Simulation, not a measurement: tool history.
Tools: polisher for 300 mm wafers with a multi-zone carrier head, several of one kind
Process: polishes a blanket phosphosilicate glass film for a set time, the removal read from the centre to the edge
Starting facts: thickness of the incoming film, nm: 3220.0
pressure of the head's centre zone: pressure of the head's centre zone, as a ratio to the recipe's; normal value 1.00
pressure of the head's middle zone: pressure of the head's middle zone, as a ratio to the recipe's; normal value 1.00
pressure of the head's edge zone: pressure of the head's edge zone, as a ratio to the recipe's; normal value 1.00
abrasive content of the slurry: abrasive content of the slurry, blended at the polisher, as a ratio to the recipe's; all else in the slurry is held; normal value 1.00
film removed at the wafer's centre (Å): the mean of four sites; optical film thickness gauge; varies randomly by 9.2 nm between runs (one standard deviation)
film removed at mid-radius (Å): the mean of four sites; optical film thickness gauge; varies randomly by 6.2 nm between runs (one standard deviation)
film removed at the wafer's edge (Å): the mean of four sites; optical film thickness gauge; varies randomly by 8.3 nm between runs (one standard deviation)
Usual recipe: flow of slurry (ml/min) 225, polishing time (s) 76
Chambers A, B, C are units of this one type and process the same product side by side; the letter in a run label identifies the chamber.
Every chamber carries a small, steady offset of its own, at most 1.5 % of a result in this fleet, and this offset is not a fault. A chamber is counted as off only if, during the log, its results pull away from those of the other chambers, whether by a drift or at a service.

run   hour  flow of slurry (ml/min)  pressure of the head's centre zone  pressure of the head's middle zone  pressure of the head's edge zone  abrasive content of the slurry  polishing time (s)  wafers polished on this pad  hours since the slurry nozzle was cleaned  hours since the centre zone pressure was calibrated  hours since the edge zone pressure was calibrated  film removed at the wafer's centre (Å)  film removed at mid-radius (Å)  film removed at the wafer's edge (Å)
       0.2  -- chamber B: worn pad replaced by a new one
 1B    6.4                      225                                1.00                                1.00                              1.00                            1.00                  76                           74                                      479.3                                                877.6                                              864.1                                  6327.4                          6397.1                                6195.4
       8.8  -- chamber C: worn pad replaced by a new one
 2A   14.7                      225                                1.00                                1.00                              1.00                            1.00                  76                          974                                      317.6                                                142.9                                              819.3                                  6216.1                          6375.0                                6321.0
 3C   25.0                      225                                1.00                                1.00                              1.00                            1.00                  76                          190                                      199.7                                                430.9                                              404.2                                  6292.3                          6283.4                                6231.1
      28.4  -- chamber A: worn pad replaced by a new one
 4A   34.5                      225                                1.00                                1.00                              1.00                            1.00                  76                           72                                      337.4                                                162.7                                              839.1                                  6341.7                          6332.7                                6240.4
 5B   39.6                      225                                1.00                                1.00                              1.00                            1.00                  76                          465                                      512.5                                                910.8                                              897.3                                  6192.9                          6481.9                                6112.7
 6C   50.4                      225                                1.00                                1.00                              1.00                            1.00                  76                          490                                      225.1                                                456.3                                              429.6                                  6395.4                          6357.1                                6258.5
 7B   57.5                      225                                1.00                                1.11                              0.95                            1.00                  76                          675                                      530.4                                                928.7                                              915.2                                  6423.0                          6983.0                                6068.4
 8A   65.5                      225                                1.00                                1.11                              0.95                            1.00                  76                          437                                      368.4                                                193.7                                              870.1                                  6360.3                          7108.9                                6100.1
      65.7  -- chamber B: worn pad replaced by a new one
 9C   76.2                      225                                1.00                                1.11                              0.95                            1.00                  76                          794                                      250.9                                                482.1                                              455.4                                  6460.6                          6911.1                                6053.8
10B   81.4                      225                                1.00                                1.00                              1.00                            1.00                  76                          185                                      554.3                                                952.6                                              939.1                                  6327.9                          6341.5                                6224.2
11A   91.3                      225                                1.00                                1.00                              1.00                            1.00                  76                          741                                      394.2                                                219.5                                              895.9                                  6306.3                          6279.3                                6379.2
      97.3  -- chamber C: worn pad replaced by a new one
12C  101.4                      225                                1.00                                1.00                              1.00                            1.00                  76                           49                                      276.1                                                507.3                                              480.6                                  6236.6                          6371.0                                6300.1
13B  109.1                      225                                1.00                                1.00                              1.00                            1.00                  76                          512                                      582.0                                                980.3                                              966.8                                  6250.1                          6241.0                                6120.2
14A  117.7                      225                                1.00                                1.00                              1.00                            1.00                  76                         1052                                      420.6                                                245.9                                              922.3                                  6119.4                          6351.6                                6506.6
     126.6  -- chamber A: worn pad replaced by a new one
15C  127.5                      225                                1.00                                1.00                              1.00                            1.00                  76                          356                                      302.2                                                533.4                                              506.7                                  6181.9                          6315.1                                6261.1
     132.0  -- chamber B: worn pad replaced by a new one
16A  134.7                      225                                1.00                                1.00                              1.00                            1.00                  76                           96                                      437.6                                                262.9                                              939.3                                  6295.5                          6276.8                                6481.5
17B  141.1                      290                                1.00                                1.00                              1.00                            1.25                  76                          108                                      614.0                                               1012.3                                              998.8                                  7134.4                          7278.7                                7095.8
18C  147.1                      290                                1.00                                1.00                              1.00                            1.25                  76                          587                                      321.8                                                553.0                                              526.3                                  6857.5                          7105.9                                7194.6
19C  153.5                      290                                1.00                                1.00                              1.00                            1.25                  76                          662                                      328.2                                                559.4                                              532.7                                  6896.4                          7114.9                                6976.5
20A  158.9                      225                                1.00                                1.04                              1.00                            1.00                  76                          381                                      461.8                                                287.1                                              963.5                                  6233.4                          6565.1                                6330.9
     167.0  -- chamber C: worn pad replaced by a new one
21B  168.7                      225                                1.00                                1.04                              1.00                            1.00                  76                          433                                      641.6                                               1039.9                                             1026.4                                  6261.5                          6546.7                                6190.1
22B  176.6                      225                                1.00                                1.04                              1.00                            1.00                  76                          526                                      649.5                                               1047.8                                             1034.3                                  6392.3                          6472.4                                6250.6
23C  184.7                      225                                1.00                                1.00                              1.00                            1.00                  76                          208                                      359.4                                                590.6                                              563.9                                  6027.6                          6386.7                                6419.0
     184.9  -- chamber B: worn pad replaced by a new one
24A  192.2                      225                                1.00                                1.00                              1.00                            1.00                  76                          773                                      495.1                                                320.4                                              996.8                                  6327.7                          6256.0                                6332.9
25A  196.9                      225                                1.00                                1.00                              1.00                            1.00                  76                          828                                      499.8                                                325.1                                             1001.5                                  6384.1                          6463.1                                6338.2
26C  207.7                      225                                0.90                                1.00                              1.00                            1.00                  76                          479                                      382.4                                                613.6                                              586.9                                  5254.9                          6373.8                                6443.0
27B  217.5                      225                                0.90                                1.00                              1.00                            1.00                  76                          384                                      690.4                                               1088.7                                             1075.2                                  5637.0                          6428.4                                6299.1
     219.1  -- chamber A: slurry nozzle cleaned
28A  223.3                      225                                0.90                                1.00                              1.00                            1.00                  76                         1139                                        4.2                                                351.5                                             1027.9                                  5464.0                          6281.5                                6334.6
     225.5  -- chamber A: worn pad replaced by a new one
29C  233.5                      225                                1.00                                1.00                              1.00                            1.00                  76                          783                                      408.2                                                639.4                                              612.7                                  5641.0                          6235.7                                6278.4
     236.1  -- chamber B: worn pad replaced by a new one
30B  238.2                      225                                1.00                                1.00                              1.00                            1.00                  76                           24                                      711.1                                               1109.4                                             1095.9                                  6475.2                          6366.2                                6344.9
     239.2  -- chamber C: worn pad replaced by a new one
31A  248.0                      225                                1.04                                0.88                              1.00                            1.00                  76                          265                                       28.9                                                376.2                                             1052.6                                  6584.4                          5682.2                                6391.4
32B  254.5                      225                                1.04                                0.88                              1.00                            1.00                  76                          216                                      727.4                                               1125.7                                             1112.2                                  6478.0                          5619.7                                6224.1
33C  261.8                      225                                1.04                                0.88                              1.00                            1.00                  76                          266                                      436.5                                                667.7                                              641.0                                  5788.4                          5626.6                                6268.4
34C  269.2                      225                                1.00                                1.00                              1.00                            1.00                  76                          353                                      443.9                                                675.1                                              648.4                                  5513.7                          6348.3                                6291.5
35A  277.0                      225                                1.00                                1.00                              1.00                            1.00                  76                          607                                       57.9                                                405.2                                             1081.6                                  6352.7                          6276.6                                6450.2
36B  282.0                      225                                1.00                                1.00                              1.06                            1.00                  76                          540                                      754.9                                               1153.2                                             1139.7                                  6505.2                          6363.5                                6442.9
37C  287.8                      225                                1.00                                1.00                              1.06                            1.00                  76                          572                                      462.5                                                693.7                                              667.0                                  5407.5                          6219.2                                6645.5
38B  294.4                      225                                1.00                                1.00                              1.06                            1.00                  76                          686                                      767.3                                               1165.6                                             1152.1                                  6325.7                          6422.9                                6408.3

All 3 chambers run these settings next. Forecast each chamber's results:
39A  302.2                      225                                1.00                                1.00                              1.00                            1.00                  76                                                                                                                                                                                                                       ?                               ?                                     ?
39B  302.2                      225                                1.00                                1.00                              1.00                            1.00                  76                                                                                                                                                                                                                       ?                               ?                                     ?
39C  302.2                      225                                1.00                                1.00                              1.00                            1.00                  76                                                                                                                                                                                                                       ?                               ?                                     ?

run  film removed at the wafer's centre (Å)  film removed at mid-radius (Å)  film removed at the wafer's edge (Å)
39A                                  6164.2                          6287.4                                6367.2
39B                                  6370.9                          6489.0                                6265.8
39C                                  5698.4                          6350.5                                6365.2
